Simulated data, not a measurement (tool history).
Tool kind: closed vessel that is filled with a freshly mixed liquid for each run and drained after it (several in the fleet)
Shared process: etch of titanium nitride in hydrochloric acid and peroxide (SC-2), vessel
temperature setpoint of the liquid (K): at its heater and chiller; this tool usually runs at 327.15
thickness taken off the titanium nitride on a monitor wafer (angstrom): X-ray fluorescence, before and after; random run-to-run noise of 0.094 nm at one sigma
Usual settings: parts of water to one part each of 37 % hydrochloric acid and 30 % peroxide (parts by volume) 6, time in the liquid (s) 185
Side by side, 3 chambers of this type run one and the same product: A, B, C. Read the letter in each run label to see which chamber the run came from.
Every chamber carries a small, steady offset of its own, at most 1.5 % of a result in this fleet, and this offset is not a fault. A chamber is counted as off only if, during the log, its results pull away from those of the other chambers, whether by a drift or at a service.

run,day,temperature setpoint of the liquid (K),parts of water to one part each of 37 % hydrochloric acid and 30 % peroxide (parts by volume),time in the liquid (s),hours since the thermometer was replaced,hours since the chemicals flow meter was replaced,hours since the drum of peroxide was connected,"read-back film thickness of the titanium nitride reference wafer, read on the same gauge (nm)",thickness taken off the titanium nitride on a monitor wafer (angstrom)
1C,0.188,327.15,6,185,898.6,270.8,920.6,150.00,95.666
2A,0.554,327.15,6,185,396.3,810.5,409.4,150.00,93.968
3B,0.933,327.15,6,185,583.2,761.2,346.5,150.01,96.069
# day 1.000: chamber A: chemicals flow meter replaced
4A,1.125,327.15,6,185,410.0,3.1,423.1,150.00,93.763
5B,1.396,327.15,6,185,594.3,772.3,357.6,150.00,97.007
6C,1.592,327.15,6,185,932.3,304.5,954.3,149.97,96.265
7C,1.825,327.15,8,255,937.9,310.1,959.9,150.00,104.910
8A,2.129,327.15,8,255,434.1,27.2,447.2,149.99,101.830
9B,2.346,327.15,8,255,617.1,795.1,380.4,149.99,108.430
10B,2.700,332.15,6,185,625.6,803.6,388.9,150.01,135.330
11A,2.917,332.15,6,185,453.0,46.1,466.1,150.01,130.620
12C,3.146,332.15,6,185,969.6,341.8,991.6,149.97,133.120
13A,3.358,327.15,6,185,463.6,56.7,476.7,149.98,94.130
14B,3.679,327.15,6,185,649.1,827.1,412.4,149.99,100.120
15C,3.962,327.15,6,185,989.2,361.4,1011.2,149.98,95.156
16A,4.250,327.15,6,185,485.0,78.1,498.1,150.01,94.530
17B,4.579,327.15,6,185,670.7,848.7,434.0,149.99,100.660
18C,4.929,327.15,6,185,1012.4,384.6,1034.4,150.00,95.115
19C,5.188,327.15,6,185,1018.6,390.8,1040.6,150.00,96.551
20A,5.567,327.15,6,185,516.6,109.7,529.7,149.98,94.276

All chambers now run identical settings, listed one chamber a line with results as question marks. What results will each chamber show?
21A,5.842,327.15,6,185,,,,,?
21B,5.842,327.15,6,185,,,,,?
21C,5.842,327.15,6,185,,,,,?

run,thickness taken off the titanium nitride on a monitor wafer (angstrom)
21A,93.077
21B,104.910
21C,94.684
